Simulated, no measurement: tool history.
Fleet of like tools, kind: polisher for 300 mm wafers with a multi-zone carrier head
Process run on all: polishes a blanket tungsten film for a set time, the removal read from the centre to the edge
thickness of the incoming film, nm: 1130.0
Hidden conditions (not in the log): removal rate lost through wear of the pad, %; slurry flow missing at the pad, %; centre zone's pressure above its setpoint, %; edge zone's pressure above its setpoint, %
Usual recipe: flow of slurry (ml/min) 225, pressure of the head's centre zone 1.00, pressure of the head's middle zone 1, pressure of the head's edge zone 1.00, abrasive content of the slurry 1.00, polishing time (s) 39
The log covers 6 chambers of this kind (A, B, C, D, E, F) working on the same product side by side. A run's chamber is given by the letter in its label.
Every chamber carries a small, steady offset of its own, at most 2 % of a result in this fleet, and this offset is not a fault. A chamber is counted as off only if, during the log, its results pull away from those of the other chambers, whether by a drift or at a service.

run     day  flow of slurry (ml/min)  pressure of the head's centre zone  pressure of the head's middle zone  pressure of the head's edge zone  abrasive content of the slurry  polishing time (s)  wafers polished on this pad  hours since the slurry nozzle was cleaned  hours since the centre zone pressure was calibrated  hours since the edge zone pressure was calibrated  film removed at the wafer's centre (angstrom)  film removed at mid-radius (angstrom)  film removed at the wafer's edge (angstrom)
 1C   0.196                      225                                1.00                                   1                              1.00                            1.00                  39                          678                                      336.0                                                801.9                                              909.7                                         1650.9                                 1669.3                                       1642.8
      0.433  -- chamber C: centre zone pressure recalibrated
      0.442  -- chamber F: worn pad replaced by a new one
 2B   0.542                      225                                1.00                                   1                              1.00                            1.00                  39                          370                                      371.1                                                357.9                                              416.0                                         1677.5                                 1667.4                                       1653.8
 3F   0.888                      225                                1.00                                   1                              1.00                            1.00                  39                          121                                       48.6                                                578.6                                               93.5                                         1684.1                                 1666.0                                       1653.5
 4D   1.067                      225                                1.00                                   1                              1.00                            1.00                  39                          368                                      292.9                                                151.6                                              203.1                                         1676.0                                 1639.1                                       1657.8
      1.221  -- chamber E: worn pad replaced by a new one
 5A   1.350                      225                                1.00                                   1                              1.00                            1.00                  39                          398                                      194.0                                               1041.1                                              857.1                                         1685.1                                 1653.7                                       1652.8
 6E   1.579                      225                                1.00                                   1                              1.00                            1.00                  39                           97                                      782.2                                                776.3                                              242.8                                         1676.0                                 1661.9                                       1651.4
 7D   1.912                      225                                1.00                                   1                              1.00                            1.00                  39                          598                                      313.2                                                171.9                                              223.4                                         1665.7                                 1646.2                                       1651.4
 8F   2.125                      225                                1.00                                   1                              1.00                            1.00                  39                          458                                       78.3                                                608.3                                              123.2                                         1657.6                                 1649.6                                       1641.6
      2.350  -- chamber B: edge zone pressure recalibrated
 9A   2.375                      225                                0.91                                   1                              1.00                            0.75                  39                          677                                      218.6                                               1065.7                                              881.7                                         1419.6                                 1546.7                                       1538.4
10E   2.575                      225                                0.91                                   1                              1.00                            0.75                  39                          368                                      806.1                                                800.2                                              266.7                                         1410.2                                 1560.5                                       1559.6
      2.579  -- chamber F: worn pad replaced by a new one
      2.879  -- chamber C: edge zone pressure recalibrated
11B   2.879                      225                                0.91                                   1                              1.00                            0.75                  39                         1006                                      427.2                                                414.0                                               12.8                                         1381.1                                 1549.7                                       1537.1
      3.196  -- chamber D: worn pad replaced by a new one
      3.242  -- chamber C: worn pad replaced by a new one
12C   3.250                      225                                0.91                                   1                              1.00                            0.75                  39                            2                                      409.3                                                 67.7                                                8.9                                         1413.1                                 1565.2                                       1559.0
13D   3.467                      225                                0.91                                   1                              1.00                            0.75                  39                           73                                      350.5                                                209.2                                              260.7                                         1404.1                                 1533.2                                       1536.5
14F   3.775                      225                                0.91                                   1                              1.00                            0.75                  39                          326                                      117.9                                                647.9                                              162.8                                         1396.5                                 1551.2                                       1532.4
      3.800  -- chamber A: worn pad replaced by a new one
15A   4.142                      225                                1.00                                   1                              1.00                            1.00                  39                           93                                      261.0                                               1108.1                                              924.1                                         1686.5                                 1642.5                                       1647.6
16B   4.338                      225                                1.00                                   1                              1.00                            1.00                  39                         1403                                      462.2                                                449.0                                               47.8                                         1626.9                                 1672.9                                       1642.5
      4.492  -- chamber F: centre zone pressure recalibrated
17C   4.558                      225                                1.00                                   1                              1.00                            1.00                  39                          358                                      440.7                                                 99.1                                               40.3                                         1668.7                                 1680.2                                       1651.6
      4.783  -- chamber B: worn pad replaced by a new one
18E   4.862                      225                                1.00                                   1                              1.00                            1.00                  39                          991                                      861.0                                                855.1                                              321.6                                         1685.5                                 1657.3                                       1720.8
      4.962  -- chamber A: centre zone pressure recalibrated
      5.025  -- chamber F: worn pad replaced by a new one
      5.033  -- chamber E: worn pad replaced by a new one
19E   5.208                      225                                1.00                                   1                              1.00                            1.00                  39                           47                                      869.3                                                863.4                                              329.9                                         1705.4                                 1643.4                                       1704.1
20B   5.421                      225                                1.00                                   1                              1.00                            1.00                  39                          173                                      488.2                                                475.0                                               73.8                                         1632.2                                 1666.2                                       1662.1
21A   5.604                      225                                1.00                                   1                              1.00                            1.00                  39                          491                                      296.1                                                 15.5                                              959.2                                         1671.2                                 1664.2                                       1676.5
22C   5.925                      225                                1.00                                   1                              1.00                            1.00                  39                          730                                      473.5                                                131.9                                               73.1                                         1668.7                                 1648.6                                       1663.6
23D   6.208                      225                                1.00                                   1                              1.00                            1.00                  39                          820                                      416.3                                                275.0                                              326.5                                         1642.4                                 1607.6                                       1667.5
      6.342  -- chamber E: slurry nozzle cleaned
24F   6.475                      260                                1.00                                   1                              1.08                            1.00                  39                          395                                      182.7                                                 47.6                                              227.6                                         1706.8                                 1678.3                                       1730.6
25C   6.679                      260                                1.00                                   1                              1.08                            1.00                  39                          936                                      491.6                                                150.0                                               91.2                                         1699.9                                 1700.5                                       1733.1
      6.988  -- chamber F: worn pad replaced by a new one
26D   7.012                      260                                1.00                                   1                              1.08                            1.00                  39                         1039                                      435.6                                                294.3                                              345.8                                         1670.0                                 1623.2                                       1705.0
27A   7.308                      260                                1.00                                   1                              1.08                            1.00                  39                          955                                      337.0                                                 56.4                                             1000.1                                         1723.1                                 1698.9                                       1752.1
      7.446  -- chamber D: worn pad replaced by a new one
28F   7.662                      260                                1.00                                   1                              1.08                            1.00                  39                          184                                      211.2                                                 76.1                                              256.1                                         1694.3                                 1685.3                                       1766.0
      7.683  -- chamber A: worn pad replaced by a new one
29B   7.871                      260                                1.00                                   1                              1.08                            1.00                  39                          840                                      547.0                                                533.8                                              132.6                                         1692.0                                 1701.8                                       1737.5
30E   8.188                      225                                1.00                                   1                              1.00                            1.00                  39                          858                                       44.4                                                934.9                                              401.4                                         1683.6                                 1674.5                                       1689.8
      8.221  -- chamber A: slurry nozzle cleaned
31C   8.475                      225                                1.00                                   1                              1.00                            1.00                  39                         1425                                      534.7                                                193.1                                              134.3                                         1646.8                                 1655.8                                       1635.3
      8.675  -- chamber F: slurry nozzle cleaned
32B   8.846                      225                                1.00                                   1                              1.00                            1.00                  39                         1106                                      570.4                                                557.2                                              156.0                                         1656.0                                 1662.8                                       1642.4
33A   9.021                      225                                1.00                                   1                              1.00                            1.00                  39                          364                                       19.3                                                 97.5                                             1041.2                                         1675.4                                 1659.8                                       1647.2
      9.033  -- chamber F: worn pad replaced by a new one
34D   9.362                      225                                1.00                                   1                              1.00                            1.00                  39                          522                                      492.0                                                350.7                                              402.2                                         1553.1                                 1553.3                                       1592.2
      9.383  -- chamber E: worn pad replaced by a new one
35E   9.642                      225                                1.00                                   1                              1.00                            1.00                  39                           71                                       79.3                                                969.8                                              436.3                                         1665.2                                 1647.0                                       1652.2
36F   9.954                      225                                1.00                                   1                              1.00                            1.00                  39                          251                                       30.8                                                131.1                                              311.1                                         1656.9                                 1656.3                                       1634.9
37E  10.288                      225                                1.00                                   1                              1.00                            1.00                  39                          247                                       94.8                                                985.3                                              451.8                                         1672.7                                 1642.0                                       1685.7

Is one chamber off against the others, does the gauge drift, or is nothing wrong? If a chamber is off, say which, and what the likeliest cause is.

Chamber D drifts away from the others.
Cause: slurry flow missing at the pad, % = 39.3.

Below are 4 candidate recipes for chamber D's next run, each the usual settings with a change, their results shown as question marks. Which of them brings D's results back in line with what the other chambers give on the usual settings?
Allowed miss from the other chambers' usual-settings mean, per result, to count as in line: film removed at the wafer's centre (angstrom) 46.0; film removed at mid-radius (angstrom) 40.0; film removed at the wafer's edge (angstrom) 67.0
38D-1  10.558                      215                                0.98                                0.97                              1.02                            1.00                  37                                                                                                                                                                                                                              ?                                      ?                                            ?
38D-2  10.558                      230                                1.01                                1.01                              0.99                            1.00                  40                                                                                                                                                                                                                              ?                                      ?                                            ?
38D-3  10.558                      220                                0.99                                0.99                              1.01                            1.00                  38                                                                                                                                                                                                                              ?                                      ?                                            ?
38D-4  10.558                      235                                1.02                                1.03                              0.98                            1.00                  41                                                                                                                                                                                                                              ?                                      ?                                            ?

The mean the other chambers reach with the usual settings: film removed at the wafer's centre (angstrom) 1665.1; film removed at mid-radius (angstrom) 1655.6; film removed at the wafer's edge (angstrom) 1657.0
  run  film removed at the wafer's centre (angstrom)  film removed at mid-radius (angstrom)  film removed at the wafer's edge (angstrom)
38D-1                                         1400.2                                 1382.2                                       1493.5
38D-2                                         1590.1                                 1571.6                                       1604.3
38D-3                                         1462.4                                 1453.0                                       1530.7
38D-4                                         1655.8                                 1646.8                                       1640.2
38D-4 is the one that brings the chamber's results back in line with the other chambers.
